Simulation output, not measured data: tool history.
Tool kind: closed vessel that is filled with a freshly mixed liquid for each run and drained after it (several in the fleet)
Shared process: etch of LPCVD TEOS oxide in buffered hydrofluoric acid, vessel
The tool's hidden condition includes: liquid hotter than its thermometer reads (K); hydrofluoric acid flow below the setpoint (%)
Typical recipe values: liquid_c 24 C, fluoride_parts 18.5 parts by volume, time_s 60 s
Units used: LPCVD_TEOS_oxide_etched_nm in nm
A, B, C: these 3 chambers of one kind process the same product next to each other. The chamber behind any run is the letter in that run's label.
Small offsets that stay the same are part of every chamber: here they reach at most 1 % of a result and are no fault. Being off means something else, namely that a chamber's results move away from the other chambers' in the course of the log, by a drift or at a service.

run   hour  liquid_c  fluoride_parts  time_s  hours since the thermometer was replaced  hours since the hydrofluoric acid flow meter was replaced  read-back film thickness of the LPCVD TEOS oxide reference wafer, read on the same gauge (nm)  LPCVD_TEOS_oxide_etched_nm
 1B   12.5        24            18.5      60                                     577.1                                                      543.4                                                                                         80.019                      73.949
 2C   20.5        24            18.5      60                                    1122.5                                                     1008.6                                                                                         79.986                      72.835
 3A   29.6        24            18.5      60                                     497.6                                                      326.4                                                                                         80.015                      73.615
 4C   43.5        24            18.5      60                                    1145.5                                                     1031.6                                                                                         79.983                      73.485
 5A   51.3        24            18.5      60                                     519.3                                                      348.1                                                                                         79.983                      73.117
 6B   66.1        24            18.5      60                                     630.7                                                      597.0                                                                                         80.010                      73.120
 7B   77.1        24            18.5      60                                     641.7                                                      608.0                                                                                         79.993                      72.432
 8A   84.9        24            18.5      60                                     552.9                                                      381.7                                                                                         80.036                      74.048
 9C   98.5        24            18.5      60                                    1200.5                                                     1086.6                                                                                         79.964                      74.718
10C  110.8        24            18.5      60                                    1212.8                                                     1098.9                                                                                         79.991                      72.959
11B  123.5        24            18.5      60                                     688.1                                                      654.4                                                                                         79.974                      71.189
12A  134.0        24            18.5      60                                     602.0                                                      430.8                                                                                         80.013                      72.556
13C  144.5        24            18.5      60                                    1246.5                                                     1132.6                                                                                         80.000                      74.452
14B  151.1        24            18.5      60                                     715.7                                                      682.0                                                                                         79.970                      69.811
15A  157.5        24            18.5      60                                     625.5                                                      454.3                                                                                         79.986                      73.631
16A  168.5        24            18.5      60                                     636.5                                                      465.3                                                                                         80.001                      74.120
17C  180.2        24            18.5      60                                    1282.2                                                     1168.3                                                                                         79.990                      74.212
18B  190.3        24            18.5      60                                     754.9                                                      721.2                                                                                         79.999                      70.231
     204.0  -- chamber C: thermometer replaced
19A  204.5        24            18.5      40                                     672.5                                                      501.3                                                                                         80.019                      49.412
20C  212.8        24            18.5      40                                       8.8                                                     1200.9                                                                                         80.003                      48.415
     215.0  -- chamber B: thermometer replaced
21B  224.4        24            18.5      40                                       9.4                                                      755.3                                                                                         79.977                      46.451
22B  238.4        24            18.5      60                                      23.4                                                      769.3                                                                                         80.024                      68.163
23C  249.3        24            18.5      60                                      45.3                                                     1237.4                                                                                         79.998                      73.457
24A  261.8        24            18.5      60                                     729.8                                                      558.6                                                                                         80.015                      73.854

All chambers now run identical settings, listed one chamber a line with results as question marks. What results will each chamber show?
25A  272.4        24            18.5      60                                                                                                                                                                                                                               ?
25B  272.4        24            18.5      60                                                                                                                                                                                                                               ?
25C  272.4        24            18.5      60                                                                                                                                                                                                                               ?

run  LPCVD_TEOS_oxide_etched_nm
25A                      72.821
25B                      68.073
25C                      72.795
